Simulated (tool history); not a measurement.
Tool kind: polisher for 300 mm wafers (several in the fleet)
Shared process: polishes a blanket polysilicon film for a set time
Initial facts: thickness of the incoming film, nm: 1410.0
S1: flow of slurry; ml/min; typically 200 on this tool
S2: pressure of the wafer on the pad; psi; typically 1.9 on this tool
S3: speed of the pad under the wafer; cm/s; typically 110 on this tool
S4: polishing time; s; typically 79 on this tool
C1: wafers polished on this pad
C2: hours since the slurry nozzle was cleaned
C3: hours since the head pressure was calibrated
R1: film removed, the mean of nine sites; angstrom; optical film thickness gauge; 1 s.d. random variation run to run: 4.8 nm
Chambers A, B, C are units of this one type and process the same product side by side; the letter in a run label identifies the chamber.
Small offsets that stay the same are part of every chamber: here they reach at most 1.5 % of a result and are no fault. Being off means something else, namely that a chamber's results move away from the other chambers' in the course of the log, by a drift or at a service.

{"run": "1C", "hour": 7.1, "S1": 200, "S2": 1.9, "S3": 110, "S4": 79, "C1": 245, "C2": 118.3, "C3": 69.2, "R1": 5031}
{"run": "2B", "hour": 10.8, "S1": 200, "S2": 1.9, "S3": 110, "S4": 79, "C1": 619, "C2": 410.8, "C3": 702.4, "R1": 4998.9}
{"run": "3A", "hour": 15.8, "S1": 200, "S2": 1.9, "S3": 110, "S4": 79, "C1": 787, "C2": 455.6, "C3": 486.2, "R1": 5094.3}
{"run": "4A", "hour": 19.3, "S1": 200, "S2": 1.9, "S3": 110, "S4": 79, "C1": 814, "C2": 459.1, "C3": 489.7, "R1": 5024}
{"run": "5C", "hour": 26.6, "S1": 200, "S2": 1.9, "S3": 110, "S4": 79, "C1": 397, "C2": 137.8, "C3": 88.7, "R1": 5049.5}
{"run": "6B", "hour": 33.4, "S1": 200, "S2": 1.9, "S3": 132, "S4": 60, "C1": 796, "C2": 433.4, "C3": 725, "R1": 4569.2}
{"run": "7C", "hour": 37.6, "S1": 200, "S2": 1.9, "S3": 132, "S4": 60, "C1": 483, "C2": 148.8, "C3": 99.7, "R1": 4658.1}
{"hour": 39.2, "done": "chamber B: worn pad replaced by a new one"}
{"run": "8A", "hour": 43.3, "S1": 200, "S2": 1.9, "S3": 132, "S4": 60, "C1": 1001, "C2": 483.1, "C3": 513.7, "R1": 4462.2}
{"run": "9B", "hour": 49.1, "S1": 200, "S2": 1.9, "S3": 110, "S4": 79, "C1": 77, "C2": 449.1, "C3": 740.7, "R1": 5103.3}
{"run": "10B", "hour": 53.4, "S1": 200, "S2": 1.9, "S3": 110, "S4": 79, "C1": 111, "C2": 453.4, "C3": 745, "R1": 4996.8}
{"hour": 54.6, "done": "chamber A: slurry nozzle cleaned"}
{"hour": 56.0, "done": "chamber C: worn pad replaced by a new one"}
{"run": "11A", "hour": 59.6, "S1": 145, "S2": 1.9, "S3": 110, "S4": 102, "C1": 1129, "C2": 5.1, "C3": 530, "R1": 5861.2}
{"run": "12C", "hour": 63.6, "S1": 145, "S2": 1.9, "S3": 110, "S4": 102, "C1": 59, "C2": 174.8, "C3": 125.7, "R1": 6392}
{"run": "13B", "hour": 69.3, "S1": 145, "S2": 1.9, "S3": 110, "S4": 102, "C1": 234, "C2": 469.3, "C3": 760.9, "R1": 6019.5}
{"run": "14A", "hour": 74.8, "S1": 200, "S2": 1.9, "S3": 110, "S4": 79, "C1": 1247, "C2": 20.3, "C3": 545.2, "R1": 4802.1}
{"run": "15C", "hour": 81.6, "S1": 200, "S2": 1.9, "S3": 110, "S4": 79, "C1": 200, "C2": 192.8, "C3": 143.7, "R1": 5100}
{"run": "16B", "hour": 87.8, "S1": 200, "S2": 1.9, "S3": 110, "S4": 79, "C1": 379, "C2": 487.8, "C3": 779.4, "R1": 5037.3}
{"run": "17A", "hour": 95.1, "S1": 200, "S2": 1.9, "S3": 110, "S4": 79, "C1": 1405, "C2": 40.6, "C3": 565.5, "R1": 4688.8}
{"run": "18C", "hour": 100.3, "S1": 200, "S2": 1.9, "S3": 110, "S4": 79, "C1": 345, "C2": 211.5, "C3": 162.4, "R1": 5065.3}
{"run": "19B", "hour": 105.0, "S1": 200, "S2": 1.6, "S3": 110, "S4": 97, "C1": 513, "C2": 505, "C3": 796.6, "R1": 5209}
{"run": "20A", "hour": 112.1, "S1": 200, "S2": 1.6, "S3": 110, "S4": 97, "C1": 1538, "C2": 57.6, "C3": 582.5, "R1": 4891.7}
{"run": "21C", "hour": 119.2, "S1": 200, "S2": 1.6, "S3": 110, "S4": 97, "C1": 493, "C2": 230.4, "C3": 181.3, "R1": 5266.1}

Is one chamber off against the others, does the gauge drift, or is nothing wrong? If a chamber is off, say which, and what the likeliest cause is.

It is chamber A that slowly wanders off from its peers.
Likeliest cause: removal rate lost through wear of the pad, % = 10.1.
With only this log, it may be confused with: head's pressure below its setpoint, %.

Here are 4 candidates for chamber A's next run, each the usual settings with a change, their results left as question marks. Which one brings its results back in line with what the others give on the usual settings?
In line here means within this much of the mean the other chambers give on the usual settings: R1 170 angstrom
{"run": "22A-1", "hour": 124.8, "S1": 200, "S2": 1.8, "S3": 110, "S4": 76, "R1": "?"}
{"run": "22A-2", "hour": 124.8, "S1": 200, "S2": 1.9, "S3": 110, "S4": 86, "R1": "?"}
{"run": "22A-3", "hour": 124.8, "S1": 200, "S2": 1.9, "S3": 110, "S4": 81, "R1": "?"}
{"run": "22A-4", "hour": 124.8, "S1": 200, "S2": 1.9, "S3": 110, "S4": 77, "R1": "?"}

What the other chambers average on the usual settings: R1 5028.8 angstrom
run=22A-1 R1=4182.7
run=22A-2 R1=4996.7
run=22A-3 R1=4706.2
run=22A-4 R1=4473.8
22A-2 brings the chamber back in line.

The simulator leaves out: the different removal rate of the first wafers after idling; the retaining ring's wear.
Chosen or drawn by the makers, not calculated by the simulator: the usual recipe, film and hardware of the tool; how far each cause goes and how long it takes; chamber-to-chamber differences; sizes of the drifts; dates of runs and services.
